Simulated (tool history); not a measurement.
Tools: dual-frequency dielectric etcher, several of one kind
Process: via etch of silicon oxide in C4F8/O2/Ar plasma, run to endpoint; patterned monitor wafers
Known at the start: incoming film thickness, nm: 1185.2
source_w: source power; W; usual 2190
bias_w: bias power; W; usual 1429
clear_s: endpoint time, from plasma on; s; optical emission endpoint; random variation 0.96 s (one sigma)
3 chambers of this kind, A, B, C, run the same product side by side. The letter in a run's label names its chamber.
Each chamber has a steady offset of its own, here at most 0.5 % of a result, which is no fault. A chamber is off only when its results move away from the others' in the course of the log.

run   hour  source_w  bias_w  hours since the last wet clean  hours since the last source power generator calibration  hours since the last bias power generator calibration  clear_s
 1A    4.9      2190    1429                           118.9                                                    417.6                                                 2525.1   245.43
 2B    8.9      2190    1429                           298.5                                                   3462.5                                                  943.7   248.23
 3C   12.2      2190    1429                           150.6                                                   1904.7                                                  513.4   247.30
 4C   15.5      2190    1429                           153.9                                                   1908.0                                                  516.7   248.28
 5B   20.7      2190    1429                           310.3                                                   3474.3                                                  955.5   247.25
 6A   26.6      2190    1609                           140.6                                                    439.3                                                 2546.8   238.04
 7B   30.5      2190    1609                           320.1                                                   3484.1                                                  965.3   240.33
 8C   35.9      2190    1609                           174.3                                                   1928.4                                                  537.1   241.23
 9A   39.1      2190    1429                           153.1                                                    451.8                                                 2559.3   246.82
10A   41.8      2190    1429                           155.8                                                    454.5                                                 2562.0   246.24
11B   45.8      2190    1429                           335.4                                                   3499.4                                                  980.6   249.00
12C   51.3      2190    1429                           189.7                                                   1943.8                                                  552.5   248.78
13A   56.5      2190    1261                           170.5                                                    469.2                                                 2576.7   255.76
14C   62.4      2190    1261                           200.8                                                   1954.9                                                  563.6   256.92
15B   68.3      2190    1261                           357.9                                                   3521.9                                                 1003.1   253.32
16A   72.4      2190    1429                           186.4                                                    485.1                                                 2592.6   246.58
17B   78.4      2190    1429                           368.0                                                   3532.0                                                 1013.2   247.22
18C   84.2      2190    1315                           222.6                                                   1976.7                                                  585.4   255.05
19A   88.9      2190    1315                           202.9                                                    501.6                                                 2609.1   254.59
20C   94.1      2190    1315                           232.5                                                   1986.6                                                  595.3   254.81
21B   99.3      1760    1605                           388.9                                                   3552.9                                                 1034.1   262.56
22A  104.9      1760    1605                           218.9                                                    517.6                                                 2625.1   264.62
23B  108.5      1760    1605                           398.1                                                   3562.1                                                 1043.3   263.63
24C  111.4      2190    1429                           249.8                                                   2003.9                                                  612.6   251.60
25C  116.0      2190    1429                           254.4                                                   2008.5                                                  617.2   251.39
26A  119.7      2190    1728                           233.7                                                    532.4                                                 2639.9   234.72
27B  124.3      2190    1728                           413.9                                                   3577.9                                                 1059.1   236.47
28A  129.2      2190    1728                           243.2                                                    541.9                                                 2649.4   233.74
29B  133.4      2190    1429                           423.0                                                   3587.0                                                 1068.2   246.54
30C  137.2      2190    1429                           275.6                                                   2029.7                                                  638.4   253.42
31B  141.2      2190    1429                           430.8                                                   3594.8                                                 1076.0   248.08
32C  146.8      2190    1429                           285.2                                                   2039.3                                                  648.0   254.90
33A  152.3      2190    1429                           266.3                                                    565.0                                                 2672.5   247.22
34A  158.2      2190    1429                           272.2                                                    570.9                                                 2678.4   247.36
35C  163.2      2190    1429                           301.6                                                   2055.7                                                  664.4   255.11
36B  166.8      2190    1429                           456.4                                                   3620.4                                                 1101.6   247.34
37C  170.5      2190    1429                           308.9                                                   2063.0                                                  671.7   255.52
38A  174.6      2190    1558                           288.6                                                    587.3                                                 2694.8   240.73
39B  179.7      2190    1558                           469.3                                                   3633.3                                                 1114.5   242.29

What goes on in this fleet: one chamber off, a drifting gauge, or nothing beyond the chambers' own small offsets? Name the chamber and the cause, if any.

Chamber C drifts away from the others.
Cause: etch rate under this chamber's usual, % = 3.57.

Here are 4 candidates for chamber C's next run, each the usual settings with a change, their results left as question marks. Which one brings its results back in line with what the others give on the usual settings?
In line means no further than this from the other chambers' mean on the usual settings: clear_s 3.40 s
40C-1  184.0      2190    1248                                                                                                                                                        ?
40C-2  184.0      2220    1443                                                                                                                                                        ?
40C-3  184.0      2160    1415                                                                                                                                                        ?
40C-4  184.0      2320    1481                                                                                                                                                        ?

The other chambers' mean on the usual settings: clear_s 247.42 s
  run  clear_s
40C-1   265.72
40C-2   254.41
40C-3   258.65
40C-4   248.09
40C-4 brings the chamber back in line.

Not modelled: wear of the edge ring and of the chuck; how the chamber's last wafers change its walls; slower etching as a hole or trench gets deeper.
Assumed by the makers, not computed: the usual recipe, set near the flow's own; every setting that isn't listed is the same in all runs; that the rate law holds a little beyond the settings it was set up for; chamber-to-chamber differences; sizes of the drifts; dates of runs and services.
